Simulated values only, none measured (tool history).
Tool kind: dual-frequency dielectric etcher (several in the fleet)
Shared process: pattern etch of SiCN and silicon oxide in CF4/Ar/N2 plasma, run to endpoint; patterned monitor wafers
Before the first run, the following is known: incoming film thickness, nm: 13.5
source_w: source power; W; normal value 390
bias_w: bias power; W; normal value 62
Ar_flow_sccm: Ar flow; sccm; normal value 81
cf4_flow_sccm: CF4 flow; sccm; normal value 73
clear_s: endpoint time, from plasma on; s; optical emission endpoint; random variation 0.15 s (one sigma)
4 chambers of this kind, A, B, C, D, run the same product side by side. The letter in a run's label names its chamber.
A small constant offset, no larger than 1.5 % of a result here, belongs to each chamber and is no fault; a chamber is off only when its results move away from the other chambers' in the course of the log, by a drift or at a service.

run,hour,source_w,bias_w,Ar_flow_sccm,cf4_flow_sccm,clear_s
1C,9.7,390,62,81,73,18.282
2B,24.0,390,62,81,73,18.276
3D,35.0,390,62,81,73,17.576
4A,47.2,390,62,81,73,17.873
5D,62.2,390,62,81,73,17.303
6C,69.8,390,62,81,73,18.201
7B,79.7,390,62,81,73,18.070
8A,91.6,390,62,81,73,17.938
9D,106.3,390,62,81,73,17.591
10C,121.8,390,62,81,73,17.993
11A,131.6,390,62,96,83,18.155
12B,141.1,390,62,96,83,17.887
13A,148.8,390,62,96,83,18.316
14D,156.4,390,62,96,83,17.464
15B,170.8,390,62,81,73,17.696
16C,179.1,390,62,81,73,18.325
# hour 188.1: chamber C: wet clean of the chamber
17A,190.3,390,62,81,73,17.791
18D,206.0,390,62,81,73,17.187
19B,217.7,390,72,81,73,17.046
20C,225.0,390,72,81,73,17.251
21C,239.1,390,72,81,73,17.461
22B,248.5,390,72,81,73,17.025
23A,262.9,390,62,81,73,18.056
24D,273.1,390,62,81,73,17.217
25D,283.3,390,62,81,73,17.280
# hour 289.0: chamber C: source power generator calibrated
26C,297.1,490,62,81,61,15.087
# hour 303.5: chamber A: wet clean of the chamber
27A,311.0,490,62,81,61,15.050
28B,318.0,490,62,81,61,14.936
29D,328.9,490,62,81,61,14.475
30B,344.5,390,62,81,73,18.243

Which is it: a chamber that has drifted or been left off by a service, a gauge drift common to all chambers, or only each chamber's usual small offset? If a chamber is off, name it and its likeliest cause.

One chamber, D, drifts off from the rest bit by bit.
Most likely cause: etch rate over this chamber's usual, % = 4.5.
The log may not tell that from: source power that arrives over what is set, %.

Which of the 4 candidates below, each the usual settings with something changed and its results left as question marks, puts chamber D back in line with what the other chambers give on the usual settings?
Counts as in line when no further than this from what the other chambers average on the usual settings: clear_s 0.530 s
31D-1,356.0,410,63,80,74,?
31D-2,356.0,390,62,109,48,?
31D-3,356.0,440,62,81,73,?
31D-4,356.0,370,61,82,72,?

What the other chambers average on the usual settings: clear_s 18.101 s
run,clear_s
31D-1,16.199
31D-2,19.179
31D-3,15.347
31D-4,18.064
The right change is 31D-4: it brings the chamber back within the allowed miss of the others.

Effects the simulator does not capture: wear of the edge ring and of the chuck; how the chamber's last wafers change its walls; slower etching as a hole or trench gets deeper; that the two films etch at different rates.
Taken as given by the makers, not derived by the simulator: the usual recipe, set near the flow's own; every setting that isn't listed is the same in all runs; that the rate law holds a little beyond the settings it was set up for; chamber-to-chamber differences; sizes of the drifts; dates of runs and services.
